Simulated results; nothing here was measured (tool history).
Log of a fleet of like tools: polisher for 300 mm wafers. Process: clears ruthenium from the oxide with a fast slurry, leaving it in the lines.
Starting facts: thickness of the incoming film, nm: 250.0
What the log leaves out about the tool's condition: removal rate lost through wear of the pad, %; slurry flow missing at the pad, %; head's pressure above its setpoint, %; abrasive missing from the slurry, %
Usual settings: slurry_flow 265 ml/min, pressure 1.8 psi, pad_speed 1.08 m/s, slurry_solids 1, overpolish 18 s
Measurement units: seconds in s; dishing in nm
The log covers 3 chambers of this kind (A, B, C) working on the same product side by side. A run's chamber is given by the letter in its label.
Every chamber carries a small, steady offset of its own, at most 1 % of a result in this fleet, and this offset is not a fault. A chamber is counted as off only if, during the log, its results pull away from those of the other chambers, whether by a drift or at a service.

run,hour,slurry_flow,pressure,pad_speed,slurry_solids,overpolish,wafers polished on this pad,hours since the slurry nozzle was cleaned,hours since the head pressure was calibrated,hours since the slurry blender was calibrated,seconds,dishing
# hour 1.4: chamber B: worn pad replaced by a new one
1B,6.8,265,1.8,1.08,1,18,45,454.8,989.3,237.2,81.015,46.175
2A,10.4,265,1.8,1.08,1,18,1019,377.7,430.3,22,80.846,44.933
3C,15.1,265,1.8,1.08,1,18,385,382,447.7,79.8,81.173,47.076
# hour 18: chamber A: worn pad replaced by a new one
4C,22,265,1.8,1.08,1,18,443,388.9,454.6,86.7,80.706,45.531
5A,28.1,265,1.8,1.08,1,18,85,395.4,448,39.7,78.204,47.559
6B,34.8,265,1.5,1.08,1,18,279,482.8,1017.3,265.2,97.42,38.383
7B,42.2,265,1.5,1.08,1,18,341,490.2,1024.7,272.6,98.812,41.134
# hour 48.4: chamber B: slurry nozzle cleaned
8A,49.3,265,1.5,1.08,1,18,262,416.6,469.2,60.9,97.071,38.697
9C,54.7,265,1.8,1.08,1,18,716,421.6,487.3,119.4,84.055,44.716
# hour 58.7: chamber B: head pressure recalibrated
# hour 59: chamber A: slurry nozzle cleaned
10A,60.5,265,1.8,1.08,1,18,356,1.6,480.4,72.1,80.886,45.937
# hour 61.7: chamber B: worn pad replaced by a new one
11B,66.9,265,1.8,1.08,1,18,43,18.5,8.3,297.3,79.547,45.729
12C,72.3,265,1.8,1.08,1,18,864,439.2,504.9,137,87.213,45.443
13A,76.1,265,1.8,1.08,1,18,486,17.2,496,87.7,79.871,47.02
# hour 78.5: chamber C: worn pad replaced by a new one
14B,80.2,265,1.8,1.08,1,18,154,31.8,21.6,310.6,77.896,46.901
15C,87.6,265,1.8,1.08,1,18,76,454.5,520.2,152.3,86.905,43.448
16C,91.3,265,1.8,1.08,1,18,107,458.2,523.9,156,90.09,42.079
# hour 95.8: chamber A: slurry blender recalibrated
17B,98.4,265,1.8,1.08,0.85,9,307,50,39.8,328.8,88.631,23.193
18A,104.4,265,1.8,1.08,0.85,9,723,45.5,524.3,8.7,85.754,22.183
19A,108.2,265,1.8,1.08,0.85,9,755,49.3,528.1,12.5,87.892,22.375
20C,113.2,265,1.8,1.08,1,18,290,480.1,545.8,177.9,89.81,42.816
21B,118.4,265,2.1,1.08,1,9,474,70,59.8,348.8,68.057,29.578
22B,121.7,265,2.1,1.08,1,9,502,73.3,63.1,352.1,68.787,28.822
# hour 123.1: chamber B: worn pad replaced by a new one
# hour 127.9: chamber A: worn pad replaced by a new one
23A,128.9,265,2.1,1.08,1,9,8,70,548.8,33.2,71.008,28.162
24C,133.3,265,1.8,1.08,1.15,18,458,500.2,565.9,198,87.702,43.568
25C,137.9,265,1.8,1.08,1.15,18,497,504.8,570.5,202.6,89.236,42.597
26B,144.8,265,1.8,1.08,1.15,18,181,96.4,86.2,375.2,77.145,49.828
27A,150.2,265,1.8,1.08,1,18,186,91.3,570.1,54.5,80.183,46.507

The same settings go to every chamber for the next run, one line per chamber below. Forecast the results for each:
28A,155.5,265,1.8,1.08,0.75,18,,,,,?,?
28B,155.5,265,1.8,1.08,0.75,18,,,,,?,?
28C,155.5,265,1.8,1.08,0.75,18,,,,,?,?

run,seconds,dishing
28A,91.301,41.008
28B,91.739,40.917
28C,115.57,32.884
